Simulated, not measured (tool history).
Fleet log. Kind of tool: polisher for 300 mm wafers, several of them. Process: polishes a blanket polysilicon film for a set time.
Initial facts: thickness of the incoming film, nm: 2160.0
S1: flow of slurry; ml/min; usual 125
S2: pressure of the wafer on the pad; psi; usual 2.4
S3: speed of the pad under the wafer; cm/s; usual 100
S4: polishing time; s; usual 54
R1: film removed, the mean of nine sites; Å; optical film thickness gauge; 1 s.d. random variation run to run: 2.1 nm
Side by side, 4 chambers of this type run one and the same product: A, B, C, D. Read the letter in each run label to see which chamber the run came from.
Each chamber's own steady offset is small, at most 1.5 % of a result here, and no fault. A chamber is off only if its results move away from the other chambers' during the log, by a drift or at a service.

run	hour	S1	S2	S3	S4	R1
1A	7.0	125	2.4	100	54	3171.2
# hour 12.5: chamber D: worn pad replaced by a new one
2B	13.9	125	2.4	100	54	3238.4
3C	27.1	125	2.4	100	54	3238.9
# hour 27.2: chamber C: worn pad replaced by a new one
4D	34.1	125	2.4	100	54	3250.5
5B	42.1	125	2.4	100	54	3237.3
# hour 45.0: chamber B: worn pad replaced by a new one
# hour 49.1: chamber A: worn pad replaced by a new one
6D	54.7	125	2.4	100	54	3209.4
7C	68.5	125	2.4	100	54	3220.1
8A	80.1	125	2.4	100	54	3177.2
# hour 80.2: chamber D: worn pad replaced by a new one
9B	93.8	125	2.4	100	54	3217.7
10C	104.4	125	2.4	100	54	3203.3
11D	114.5	125	2.4	100	54	3225.6
12A	123.6	125	2.4	100	54	3190.7
# hour 124.6: chamber A: worn pad replaced by a new one
# hour 127.4: chamber C: worn pad replaced by a new one
# hour 130.3: chamber B: worn pad replaced by a new one
13B	131.8	125	2.4	100	54	3182.8
14C	138.7	125	2.4	100	54	3243.2
15A	145.7	125	2.4	100	54	3196.2
16D	156.1	125	2.4	100	54	3225.1
# hour 163.4: chamber C: slurry nozzle cleaned
17D	164.7	125	2.4	100	54	3226.0
# hour 166.2: chamber D: worn pad replaced by a new one
18C	173.3	125	2.4	100	54	3221.8
19B	184.0	125	2.4	100	54	3136.9
20A	195.1	125	2.4	100	54	3173.4
21B	204.1	125	2.4	100	54	3165.5
# hour 210.2: chamber B: worn pad replaced by a new one
# hour 212.0: chamber A: worn pad replaced by a new one
22D	218.6	125	2.4	100	54	3223.2
# hour 221.6: chamber C: worn pad replaced by a new one
# hour 225.1: chamber C: head pressure recalibrated
23C	225.1	125	2.4	100	54	3218.8
24A	239.2	125	2.4	100	54	3157.4
# hour 248.9: chamber D: worn pad replaced by a new one
25C	251.8	125	3.0	100	41	3039.5
26D	260.4	125	3.0	100	41	3038.8
27A	271.3	125	3.0	100	41	3003.4
28B	278.0	125	3.0	100	41	2954.2
# hour 284.4: chamber A: worn pad replaced by a new one
29C	287.6	125	2.4	100	54	3224.2
# hour 290.4: chamber B: worn pad replaced by a new one
30B	294.1	125	2.1	100	40	2007.0
31A	300.5	125	2.1	100	40	2040.1
# hour 302.1: chamber C: worn pad replaced by a new one
# hour 308.0: chamber A: slurry nozzle cleaned
32D	314.1	125	2.1	100	40	2104.5
33D	325.3	125	2.1	100	40	2089.6
34C	332.8	125	2.4	100	54	3236.5
# hour 335.1: chamber D: worn pad replaced by a new one
35A	345.3	125	2.4	100	54	3214.3
36B	351.6	125	2.4	100	54	3080.9
37C	358.1	125	2.4	100	54	3225.2
38D	366.0	125	2.4	100	54	3226.8
# hour 367.1: chamber B: worn pad replaced by a new one
# hour 368.7: chamber A: worn pad replaced by a new one
39A	373.0	125	2.4	100	54	3192.7
40B	385.9	125	2.4	100	54	3072.5

All 4 chambers run these settings next. Forecast each chamber's results:
41A	396.4	125	2.4	100	54	?
41B	396.4	125	2.4	100	54	?
41C	396.4	125	2.4	100	54	?
41D	396.4	125	2.4	100	54	?

run	R1
41A	3178.3
41B	3057.8
41C	3220.2
41D	3257.3
